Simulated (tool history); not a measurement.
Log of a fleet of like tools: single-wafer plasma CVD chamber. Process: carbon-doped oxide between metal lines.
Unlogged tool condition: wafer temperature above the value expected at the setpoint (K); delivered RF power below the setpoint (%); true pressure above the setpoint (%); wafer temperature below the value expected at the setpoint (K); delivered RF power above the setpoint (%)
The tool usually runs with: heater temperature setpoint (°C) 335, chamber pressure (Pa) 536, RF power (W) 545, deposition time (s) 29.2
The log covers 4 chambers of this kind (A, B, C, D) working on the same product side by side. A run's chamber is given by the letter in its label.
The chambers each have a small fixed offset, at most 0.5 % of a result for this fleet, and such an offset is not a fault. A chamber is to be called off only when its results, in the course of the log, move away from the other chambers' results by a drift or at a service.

| run | hour | heater temperature setpoint (°C) | chamber pressure (Pa) | RF power (W) | deposition time (s) | hours since the last thermocouple change | hours since the last RF generator calibration | hours since the last manometer calibration | read-back reference wafer on the same gauge, thickness_nm | mean film thickness on the monitor wafer (Å) |
|---|---|---|---|---|---|---|---|---|---|---|
| 1B | 5.1 | 335 | 536 | 545 | 29.2 | 1982.2 | 34.9 | 10.5 | 171.99 | 1596.5 |
|  | 6.6 | chamber D: capacitance manometer re-zeroed and calibrated |
| 2A | 10.0 | 335 | 536 | 545 | 29.2 | 655.0 | 1061.4 | 1508.5 | 171.94 | 1591.1 |
| 3D | 14.6 | 335 | 536 | 545 | 29.2 | 894.0 | 581.6 | 8.1 | 171.89 | 1604.1 |
|  | 15.6 | chamber C: thermocouple changed; heater temperature recalibrated |
| 4C | 19.0 | 335 | 536 | 545 | 29.2 | 3.5 | 1204.9 | 873.7 | 171.93 | 1598.4 |
| 5A | 23.3 | 335 | 596 | 545 | 29.2 | 668.3 | 1074.7 | 1521.8 | 171.84 | 1615.1 |
| 6C | 26.9 | 335 | 596 | 545 | 29.2 | 11.4 | 1212.8 | 881.6 | 171.82 | 1620.9 |
| 7B | 32.0 | 335 | 596 | 545 | 29.2 | 2009.1 | 61.8 | 37.4 | 171.82 | 1612.2 |
| 8D | 36.6 | 335 | 596 | 545 | 29.2 | 916.0 | 603.6 | 30.1 | 171.82 | 1626.7 |
| 9A | 41.3 | 335 | 536 | 545 | 29.2 | 686.3 | 1092.7 | 1539.8 | 171.81 | 1592.8 |
| 10B | 44.6 | 335 | 536 | 545 | 29.2 | 2021.7 | 74.4 | 50.0 | 171.70 | 1588.8 |
| 11C | 48.2 | 335 | 536 | 545 | 29.2 | 32.7 | 1234.1 | 902.9 | 171.73 | 1598.7 |
| 12D | 52.9 | 335 | 536 | 545 | 29.2 | 932.3 | 619.9 | 46.4 | 171.68 | 1600.7 |
| 13B | 56.9 | 335 | 536 | 545 | 29.2 | 2034.0 | 86.7 | 62.3 | 171.68 | 1589.4 |
| 14C | 62.2 | 344 | 536 | 480 | 29.2 | 46.7 | 1248.1 | 916.9 | 171.64 | 1428.2 |
| 15A | 67.0 | 344 | 536 | 480 | 29.2 | 712.0 | 1118.4 | 1565.5 | 171.61 | 1426.2 |
| 16D | 70.8 | 344 | 536 | 480 | 29.2 | 950.2 | 637.8 | 64.3 | 171.64 | 1437.2 |
| 17D | 74.4 | 344 | 536 | 480 | 29.2 | 953.8 | 641.4 | 67.9 | 171.57 | 1436.3 |
| 18C | 77.2 | 335 | 536 | 545 | 29.2 | 61.7 | 1263.1 | 931.9 | 171.56 | 1595.1 |
| 19A | 79.8 | 335 | 589 | 455 | 29.2 | 724.8 | 1131.2 | 1578.3 | 171.50 | 1438.1 |
| 20B | 83.1 | 335 | 589 | 455 | 29.2 | 2060.2 | 112.9 | 88.5 | 171.50 | 1434.9 |
| 21A | 86.3 | 335 | 589 | 455 | 29.2 | 731.3 | 1137.7 | 1584.8 | 171.48 | 1435.6 |
| 22D | 89.0 | 335 | 589 | 455 | 29.2 | 968.4 | 656.0 | 82.5 | 171.44 | 1442.0 |
| 23B | 94.5 | 335 | 536 | 545 | 29.2 | 2071.6 | 124.3 | 99.9 | 171.45 | 1591.5 |
| 24C | 97.7 | 335 | 536 | 545 | 29.2 | 82.2 | 1283.6 | 952.4 | 171.39 | 1595.5 |
| 25A | 100.3 | 335 | 536 | 545 | 29.2 | 745.3 | 1151.7 | 1598.8 | 171.43 | 1589.6 |
| 26B | 105.3 | 335 | 536 | 545 | 29.2 | 2082.4 | 135.1 | 110.7 | 171.39 | 1584.6 |
| 27C | 107.8 | 335 | 536 | 545 | 29.2 | 92.3 | 1293.7 | 962.5 | 171.28 | 1595.4 |
| 28D | 111.6 | 335 | 536 | 545 | 29.2 | 991.0 | 678.6 | 105.1 | 171.36 | 1599.5 |
| 29A | 115.4 | 335 | 536 | 545 | 29.2 | 760.4 | 1166.8 | 1613.9 | 171.32 | 1587.7 |
| 30D | 120.7 | 335 | 536 | 545 | 29.2 | 1000.1 | 687.7 | 114.2 | 171.27 | 1600.3 |
| 31C | 123.6 | 335 | 536 | 545 | 29.2 | 108.1 | 1309.5 | 978.3 | 171.29 | 1596.9 |

Next, every chamber runs the same settings. What will each give?
| 32A | 127.6 | 329 | 536 | 545 | 29.2 |  |  |  |  | ? |
| 32B | 127.6 | 329 | 536 | 545 | 29.2 |  |  |  |  | ? |
| 32C | 127.6 | 329 | 536 | 545 | 29.2 |  |  |  |  | ? |
| 32D | 127.6 | 329 | 536 | 545 | 29.2 |  |  |  |  | ? |

| run | mean film thickness on the monitor wafer (Å) |
|---|---|
| 32A | 1620.7 |
| 32B | 1619.7 |
| 32C | 1628.8 |
| 32D | 1630.4 |

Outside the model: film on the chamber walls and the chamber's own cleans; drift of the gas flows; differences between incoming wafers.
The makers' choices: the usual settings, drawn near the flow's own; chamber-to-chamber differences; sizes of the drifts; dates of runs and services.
